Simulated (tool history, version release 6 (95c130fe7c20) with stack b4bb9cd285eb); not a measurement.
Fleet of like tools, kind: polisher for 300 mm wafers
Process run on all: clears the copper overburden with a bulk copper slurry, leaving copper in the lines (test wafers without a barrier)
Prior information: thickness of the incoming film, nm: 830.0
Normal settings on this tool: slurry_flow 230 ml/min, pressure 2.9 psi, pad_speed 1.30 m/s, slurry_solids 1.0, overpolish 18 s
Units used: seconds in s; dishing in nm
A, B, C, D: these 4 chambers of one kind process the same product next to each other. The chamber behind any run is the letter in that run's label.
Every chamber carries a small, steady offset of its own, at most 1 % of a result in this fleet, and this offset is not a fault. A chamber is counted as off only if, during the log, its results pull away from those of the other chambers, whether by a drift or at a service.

run   hour  slurry_flow  pressure  pad_speed  slurry_solids  overpolish  seconds  dishing
 1A    3.4          230       2.9       1.30            1.0          18   68.178   61.777
 2C    6.6          230       2.9       1.30            1.0          18   66.970   63.462
 3B   10.0          230       2.9       1.30            1.0          18   67.108   62.294
 4D   12.1          230       2.9       1.30            1.0          18   67.890   60.531
 5D   14.4          230       2.9       1.30            1.0          18   67.858   60.871
 6B   17.3          230       2.9       1.30            1.0          18   70.104   58.652
 7C   20.1          230       2.9       1.30            1.0          18   67.411   62.606
 8A   22.7          230       2.9       1.30            0.7          18   74.901   58.955
 9A   26.4          230       2.9       1.30            0.7          18   75.044   61.192
      27.2  -- chamber C: worn pad replaced by a new one
10C   29.1          230       2.9       1.30            0.7          18   74.259   60.496
11D   33.5          230       2.9       1.30            0.7          18   75.232   62.238
12B   37.4          230       2.9       1.30            1.0          18   69.788   60.496
      38.2  -- chamber A: worn pad replaced by a new one
13C   41.7          230       2.9       1.30            1.0          18   67.093   62.663
14B   44.8          230       2.1       1.30            1.0          18   93.105   54.083
15A   47.7          230       2.1       1.30            1.0          18   92.696   51.941
16D   50.8          230       2.1       1.30            1.0          18   92.095   54.997
17D   54.4          230       2.1       1.30            1.0          18   91.254   55.336
18B   56.7          230       2.9       1.30            1.0          18   66.455   60.917
19C   59.0          230       2.9       1.30            1.0          18   67.944   60.874
20A   62.4          230       2.9       1.30            1.0          18   68.465   62.659
21C   64.6          230       2.9       1.30            1.0          18   68.743   60.810
      67.4  -- chamber B: worn pad replaced by a new one
22A   68.7          230       2.9       1.30            1.0          18   69.784   61.812
23B   71.2          230       2.9       1.30            1.0          18   69.406   60.806
24D   75.3          230       2.9       1.30            1.0          18   67.812   61.536
25B   79.3          230       3.5       1.12            1.0          18   66.526   63.933
      81.7  -- chamber B: slurry blender recalibrated
26A   81.8          230       3.5       1.12            1.0          18   66.529   65.056
27D   84.6          230       3.5       1.12            1.0          18   65.021   64.457
28C   89.0          230       3.5       1.12            1.0          18   67.519   64.858
29A   92.6          230       2.9       1.30            1.0          18   68.966   63.396
30B   96.8          230       2.0       1.30            1.0          10  100.620   41.630
      97.3  -- chamber A: head pressure recalibrated
31C  100.1          230       2.0       1.30            1.0          10   99.568   40.323
32D  102.5          230       2.0       1.30            1.0          10   94.454   41.450
33C  106.2          230       2.0       1.30            1.0          10  100.010   40.907
34B  110.8          230       2.9       1.30            1.0          18   69.008   58.731
35D  113.2          230       2.5       1.30            1.0          27   75.801   61.177
36A  115.5          230       2.5       1.30            1.0          27   80.905   61.831
37D  119.4          230       2.5       1.30            1.0          27   78.052   62.192
38B  123.0          230       2.5       1.30            1.0          27   80.382   62.943
39A  127.5          180       2.9       1.30            1.0          18   73.082   62.531
40C  129.8          180       2.9       1.30            1.0          18   70.525   62.070
41C  133.0          180       2.9       1.30            1.0          18   71.683   63.797

Predict what each chamber gives when all 4 of them run the settings below next.
42A  136.2          300       2.9       1.30            1.0          18        ?        ?
42B  136.2          300       2.9       1.30            1.0          18        ?        ?
42C  136.2          300       2.9       1.30            1.0          18        ?        ?
42D  136.2          300       2.9       1.30            1.0          18        ?        ?

run  seconds  dishing
42A   67.706   63.185
42B   67.876   61.011
42C   67.032   63.156
42D   64.963   62.508

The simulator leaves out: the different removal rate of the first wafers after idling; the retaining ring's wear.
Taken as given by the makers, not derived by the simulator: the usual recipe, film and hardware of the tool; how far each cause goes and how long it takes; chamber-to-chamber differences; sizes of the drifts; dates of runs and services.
